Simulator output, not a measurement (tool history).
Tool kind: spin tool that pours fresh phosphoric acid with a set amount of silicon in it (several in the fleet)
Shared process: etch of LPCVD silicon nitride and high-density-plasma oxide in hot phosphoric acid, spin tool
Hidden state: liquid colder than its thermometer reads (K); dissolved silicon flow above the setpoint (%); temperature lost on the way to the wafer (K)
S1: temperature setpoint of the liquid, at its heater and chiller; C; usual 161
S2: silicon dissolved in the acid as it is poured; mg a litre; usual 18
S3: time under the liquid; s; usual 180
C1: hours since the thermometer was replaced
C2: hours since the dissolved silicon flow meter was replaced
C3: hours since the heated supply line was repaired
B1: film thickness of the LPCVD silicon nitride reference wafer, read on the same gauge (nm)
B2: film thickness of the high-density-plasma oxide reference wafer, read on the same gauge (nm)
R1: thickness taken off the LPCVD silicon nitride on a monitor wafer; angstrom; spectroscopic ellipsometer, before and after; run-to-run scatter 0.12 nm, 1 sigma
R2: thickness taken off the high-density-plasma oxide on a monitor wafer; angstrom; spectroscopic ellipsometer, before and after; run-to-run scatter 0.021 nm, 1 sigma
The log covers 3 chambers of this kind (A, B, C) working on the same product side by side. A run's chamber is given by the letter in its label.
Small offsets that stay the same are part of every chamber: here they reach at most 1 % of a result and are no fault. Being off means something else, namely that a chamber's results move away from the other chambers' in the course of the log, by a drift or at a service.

{"run": "1C", "hour": 12.3, "S1": 161, "S2": 18, "S3": 180, "C1": 2320.4, "C2": 1173.4, "C3": 517.4, "B1": 60.025, "B2": 59.95, "R1": 170.15, "R2": 3.5074}
{"run": "2A", "hour": 25.2, "S1": 161, "S2": 18, "S3": 180, "C1": 2445.7, "C2": 339.1, "C3": 612.6, "B1": 59.98, "B2": 59.99, "R1": 170.92, "R2": 3.8428}
{"run": "3B", "hour": 38.6, "S1": 161, "S2": 18, "S3": 180, "C1": 306.7, "C2": 1036.9, "C3": 802.9, "B1": 60.026, "B2": 59.974, "R1": 169.34, "R2": 3.3946}
{"run": "4B", "hour": 45.9, "S1": 161, "S2": 18, "S3": 180, "C1": 314, "C2": 1044.2, "C3": 810.2, "B1": 59.99, "B2": 59.996, "R1": 172.12, "R2": 3.7201}
{"run": "5C", "hour": 54.0, "S1": 161, "S2": 18, "S3": 180, "C1": 2362.1, "C2": 1215.1, "C3": 559.1, "B1": 60.013, "B2": 59.984, "R1": 168.79, "R2": 3.4974}
{"run": "6A", "hour": 61.3, "S1": 161, "S2": 18, "S3": 180, "C1": 2481.8, "C2": 375.2, "C3": 648.7, "B1": 60.036, "B2": 60.028, "R1": 168.14, "R2": 4.0558}
{"run": "7C", "hour": 72.2, "S1": 161, "S2": 18, "S3": 180, "C1": 2380.3, "C2": 1233.3, "C3": 577.3, "B1": 59.979, "B2": 60.008, "R1": 168.75, "R2": 3.5493}
{"run": "8A", "hour": 88.2, "S1": 161, "S2": 18, "S3": 180, "C1": 2508.7, "C2": 402.1, "C3": 675.6, "B1": 60.008, "B2": 60.019, "R1": 169.48, "R2": 3.981}
{"hour": 92.5, "done": "chamber A: thermometer replaced"}
{"run": "9B", "hour": 101.2, "S1": 161, "S2": 6, "S3": 180, "C1": 369.3, "C2": 1099.5, "C3": 865.5, "B1": 60.035, "B2": 59.979, "R1": 171.31, "R2": 4.969}
{"run": "10A", "hour": 116.5, "S1": 161, "S2": 6, "S3": 180, "C1": 24.1, "C2": 430.4, "C3": 703.9, "B1": 59.973, "B2": 59.979, "R1": 165.43, "R2": 4.5449}
{"run": "11B", "hour": 127.1, "S1": 161, "S2": 6, "S3": 180, "C1": 395.2, "C2": 1125.4, "C3": 891.4, "B1": 59.996, "B2": 59.981, "R1": 169.71, "R2": 4.5451}
{"run": "12C", "hour": 135.4, "S1": 161, "S2": 18, "S3": 180, "C1": 2443.5, "C2": 1296.5, "C3": 640.5, "B1": 59.973, "B2": 59.991, "R1": 168.07, "R2": 3.6189}
{"run": "13C", "hour": 145.2, "S1": 161, "S2": 11.5, "S3": 180, "C1": 2453.3, "C2": 1306.3, "C3": 650.3, "B1": 59.99, "B2": 59.993, "R1": 169.59, "R2": 4.6808}
{"run": "14B", "hour": 159.5, "S1": 161, "S2": 11.5, "S3": 180, "C1": 427.6, "C2": 1157.8, "C3": 923.8, "B1": 59.975, "B2": 59.965, "R1": 170.24, "R2": 4.2957}
{"run": "15A", "hour": 168.9, "S1": 161, "S2": 11.5, "S3": 180, "C1": 76.5, "C2": 482.8, "C3": 756.3, "B1": 60.015, "B2": 59.973, "R1": 163.44, "R2": 3.9062}
{"run": "16C", "hour": 177.7, "S1": 161, "S2": 18, "S3": 180, "C1": 2485.8, "C2": 1338.8, "C3": 682.8, "B1": 60.019, "B2": 59.975, "R1": 167.3, "R2": 3.8222}
{"hour": 186.5, "done": "chamber B: heated supply line repaired"}
{"run": "17B", "hour": 187.2, "S1": 161, "S2": 18, "S3": 180, "C1": 455.3, "C2": 1185.5, "C3": 0.8, "B1": 60.048, "B2": 60.035, "R1": 168.13, "R2": 3.7371}
{"run": "18A", "hour": 201.1, "S1": 161, "S2": 7, "S3": 180, "C1": 108.7, "C2": 515, "C3": 788.5, "B1": 60.056, "B2": 59.986, "R1": 162.56, "R2": 4.7229}
{"run": "19A", "hour": 215.7, "S1": 161, "S2": 7, "S3": 180, "C1": 123.3, "C2": 529.6, "C3": 803.1, "B1": 59.962, "B2": 60.024, "R1": 162.38, "R2": 4.5037}
{"run": "20B", "hour": 223.6, "S1": 161, "S2": 7, "S3": 180, "C1": 491.7, "C2": 1221.9, "C3": 37.2, "B1": 60.023, "B2": 60.003, "R1": 169.07, "R2": 4.7501}
{"run": "21C", "hour": 239.0, "S1": 161, "S2": 31, "S3": 180, "C1": 2547.1, "C2": 1400.1, "C3": 744.1, "B1": 59.983, "B2": 59.998, "R1": 170.85, "R2": 2.3622}
{"run": "22B", "hour": 251.5, "S1": 161, "S2": 31, "S3": 180, "C1": 519.6, "C2": 1249.8, "C3": 65.1, "B1": 59.984, "B2": 59.999, "R1": 168.07, "R2": 2.5665}
{"hour": 264.4, "done": "chamber B: thermometer replaced"}
{"run": "23C", "hour": 264.4, "S1": 161, "S2": 31, "S3": 180, "C1": 2572.5, "C2": 1425.5, "C3": 769.5, "B1": 59.982, "B2": 59.971, "R1": 170.04, "R2": 2.3007}
{"run": "24A", "hour": 272.8, "S1": 161, "S2": 8.5, "S3": 230, "C1": 180.4, "C2": 586.7, "C3": 860.2, "B1": 60.016, "B2": 60.023, "R1": 206.99, "R2": 4.9419}
{"run": "25A", "hour": 280.2, "S1": 161, "S2": 8.5, "S3": 230, "C1": 187.8, "C2": 594.1, "C3": 867.6, "B1": 60.031, "B2": 60.011, "R1": 203.11, "R2": 5.1229}
{"run": "26B", "hour": 288.5, "S1": 161, "S2": 8.5, "S3": 230, "C1": 24.2, "C2": 1286.8, "C3": 102.1, "B1": 59.937, "B2": 59.954, "R1": 214.43, "R2": 5.8126}
{"run": "27C", "hour": 300.1, "S1": 161, "S2": 18, "S3": 180, "C1": 2608.2, "C2": 1461.2, "C3": 805.2, "B1": 59.985, "B2": 59.989, "R1": 169.88, "R2": 3.6888}
{"run": "28B", "hour": 314.1, "S1": 161, "S2": 18, "S3": 180, "C1": 49.8, "C2": 1312.4, "C3": 127.7, "B1": 59.992, "B2": 59.989, "R1": 168.75, "R2": 3.8187}
{"run": "29A", "hour": 324.6, "S1": 161, "S2": 18, "S3": 180, "C1": 232.2, "C2": 638.5, "C3": 912, "B1": 59.988, "B2": 59.982, "R1": 157.63, "R2": 3.0831}
{"run": "30C", "hour": 335.5, "S1": 161, "S2": 18, "S3": 180, "C1": 2643.6, "C2": 1496.6, "C3": 840.6, "B1": 60.001, "B2": 59.978, "R1": 168.2, "R2": 3.7486}
{"run": "31C", "hour": 347.7, "S1": 161, "S2": 18, "S3": 180, "C1": 2655.8, "C2": 1508.8, "C3": 852.8, "B1": 60.034, "B2": 59.998, "R1": 168.86, "R2": 3.6128}
{"run": "32B", "hour": 360.6, "S1": 159.5, "S2": 18, "S3": 100, "C1": 96.3, "C2": 1358.9, "C3": 174.2, "B1": 60.005, "B2": 59.965, "R1": 88.856, "R2": 1.8531}

What goes on in this fleet: one chamber off, a drifting gauge, or nothing beyond the chambers' own small offsets? Name the chamber and the cause, if any.

Little by little, chamber A moves away from the other chambers.
Most likely cause: temperature lost on the way to the wafer (K) = 2.27.

Which of the 4 candidates below, each the usual settings with something changed and its results left as question marks, puts chamber A back in line with what the other chambers give on the usual settings?
Allowed miss from the other chambers' usual-settings mean, per result, to count as in line: R1 4.3 angstrom; R2 0.73 angstrom
{"run": "33A-1", "hour": 372.1, "S1": 161.5, "S2": 15, "S3": 190, "R1": "?", "R2": "?"}
{"run": "33A-2", "hour": 372.1, "S1": 161, "S2": 16.5, "S3": 185, "R1": "?", "R2": "?"}
{"run": "33A-3", "hour": 372.1, "S1": 161, "S2": 19.5, "S3": 175, "R1": "?", "R2": "?"}
{"run": "33A-4", "hour": 372.1, "S1": 160.5, "S2": 21, "S3": 170, "R1": "?", "R2": "?"}

What the other chambers average on the usual settings: R1 169.11 angstrom; R2 3.7303 angstrom
run=33A-1 R1=167.78 R2=3.8022
run=33A-2 R1=160.58 R2=3.4305
run=33A-3 R1=151.9 R2=2.9922
run=33A-4 R1=145.04 R2=2.68
The answer is 33A-1, which returns the chamber to within the allowed miss of the others.
